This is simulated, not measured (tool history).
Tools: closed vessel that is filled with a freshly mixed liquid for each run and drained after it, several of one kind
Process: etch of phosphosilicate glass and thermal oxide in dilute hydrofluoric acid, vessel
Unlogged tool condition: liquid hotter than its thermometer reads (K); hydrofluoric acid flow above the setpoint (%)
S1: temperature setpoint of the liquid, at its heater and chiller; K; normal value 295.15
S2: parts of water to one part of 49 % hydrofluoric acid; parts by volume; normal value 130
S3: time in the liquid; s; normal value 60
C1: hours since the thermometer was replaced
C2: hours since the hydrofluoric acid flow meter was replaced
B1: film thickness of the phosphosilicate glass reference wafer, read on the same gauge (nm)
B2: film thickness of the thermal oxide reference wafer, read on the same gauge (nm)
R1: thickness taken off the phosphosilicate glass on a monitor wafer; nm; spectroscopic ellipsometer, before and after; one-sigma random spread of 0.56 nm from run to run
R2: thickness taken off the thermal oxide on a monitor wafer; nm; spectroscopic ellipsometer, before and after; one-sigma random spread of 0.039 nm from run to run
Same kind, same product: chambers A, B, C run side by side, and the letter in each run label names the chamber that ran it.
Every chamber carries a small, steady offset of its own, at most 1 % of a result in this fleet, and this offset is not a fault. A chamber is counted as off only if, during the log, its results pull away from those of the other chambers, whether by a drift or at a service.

run 1C hour=5.8 | S1=295.15 S2=130 S3=60 | C1=641 C2=1398.4 | B1=40.001 B2=130 | R1=83.341 R2=1.9745
run 2A hour=13.2 | S1=295.15 S2=130 S3=60 | C1=348.6 C2=558.4 | B1=40.034 B2=130.01 | R1=81.425 R2=1.8872
-- hour=17 chamber C: hydrofluoric acid flow meter replaced
run 3B hour=21.2 | S1=295.15 S2=130 S3=60 | C1=107.3 C2=993.6 | B1=39.983 B2=129.99 | R1=83.445 R2=1.8836
run 4A hour=27.6 | S1=295.15 S2=130 S3=60 | C1=363 C2=572.8 | B1=39.971 B2=129.99 | R1=82.736 R2=1.9754
run 5C hour=36.5 | S1=295.15 S2=130 S3=60 | C1=671.7 C2=19.5 | B1=39.989 B2=130.02 | R1=82.248 R2=1.9068
run 6B hour=48.2 | S1=295.15 S2=130 S3=60 | C1=134.3 C2=1020.6 | B1=39.956 B2=129.99 | R1=82.521 R2=1.9163
run 7A hour=60.8 | S1=295.15 S2=130 S3=60 | C1=396.2 C2=606 | B1=40.002 B2=130.01 | R1=82.195 R2=1.8855
run 8B hour=70.2 | S1=295.15 S2=130 S3=60 | C1=156.3 C2=1042.6 | B1=40.008 B2=130 | R1=83.276 R2=1.9316
run 9C hour=80.1 | S1=297.15 S2=130 S3=60 | C1=715.3 C2=63.1 | B1=39.988 B2=130.01 | R1=87.827 R2=2.0125
run 10A hour=87.1 | S1=297.15 S2=130 S3=60 | C1=422.5 C2=632.3 | B1=40.029 B2=130.01 | R1=87.731 R2=2.1407
run 11C hour=100.2 | S1=297.15 S2=130 S3=60 | C1=735.4 C2=83.2 | B1=40.013 B2=130.01 | R1=89.054 R2=2.0094
run 12B hour=110.4 | S1=291.65 S2=75 S3=60 | C1=196.5 C2=1082.8 | B1=40.028 B2=129.99 | R1=135.99 R2=3.0854
run 13C hour=116.3 | S1=291.65 S2=75 S3=60 | C1=751.5 C2=99.3 | B1=40.012 B2=129.99 | R1=130.28 R2=3.2085
run 14A hour=129.4 | S1=291.65 S2=75 S3=60 | C1=464.8 C2=674.6 | B1=39.994 B2=130 | R1=130.52 R2=2.9347
run 15B hour=139.7 | S1=295.15 S2=130 S3=60 | C1=225.8 C2=1112.1 | B1=40.035 B2=130 | R1=83.247 R2=1.8535
run 16A hour=151.3 | S1=295.15 S2=130 S3=60 | C1=486.7 C2=696.5 | B1=40.01 B2=130.01 | R1=81.92 R2=1.9651
run 17C hour=157.4 | S1=295.15 S2=130 S3=60 | C1=792.6 C2=140.4 | B1=39.97 B2=130 | R1=82.109 R2=1.9081
-- hour=161.8 chamber B: hydrofluoric acid flow meter replaced
run 18B hour=164.6 | S1=295.15 S2=130 S3=60 | C1=250.7 C2=2.9 | B1=40.004 B2=130 | R1=83.26 R2=1.9244
run 19B hour=173.2 | S1=295.15 S2=130 S3=60 | C1=259.3 C2=11.5 | B1=40.023 B2=130.01 | R1=83.758 R2=1.8421
run 20C hour=183.6 | S1=295.15 S2=130 S3=60 | C1=818.8 C2=166.6 | B1=39.964 B2=129.99 | R1=82.239 R2=1.9242
run 21A hour=192 | S1=295.15 S2=130 S3=60 | C1=527.4 C2=737.2 | B1=40.018 B2=129.99 | R1=81.869 R2=1.8771
run 22B hour=205.3 | S1=295.15 S2=130 S3=60 | C1=291.4 C2=43.6 | B1=40.002 B2=130 | R1=82.434 R2=1.8495
run 23C hour=218.3 | S1=295.15 S2=130 S3=60 | C1=853.5 C2=201.3 | B1=39.973 B2=130 | R1=82.556 R2=1.8622
run 24A hour=226.7 | S1=295.15 S2=130 S3=60 | C1=562.1 C2=771.9 | B1=39.972 B2=130 | R1=81.839 R2=1.9426
run 25A hour=238.9 | S1=295.15 S2=130 S3=60 | C1=574.3 C2=784.1 | B1=39.992 B2=130.02 | R1=81.644 R2=1.9113
run 26B hour=251.5 | S1=295.15 S2=130 S3=60 | C1=337.6 C2=89.8 | B1=39.982 B2=130 | R1=83.619 R2=1.8356

One chamber off, gauge drift, or nothing amiss beyond the chambers' own small offsets? If it is a chamber, which one, and what is the likeliest cause?

Nothing is wrong: each chamber keeps only its own small, steady offset and the gauge holds still.
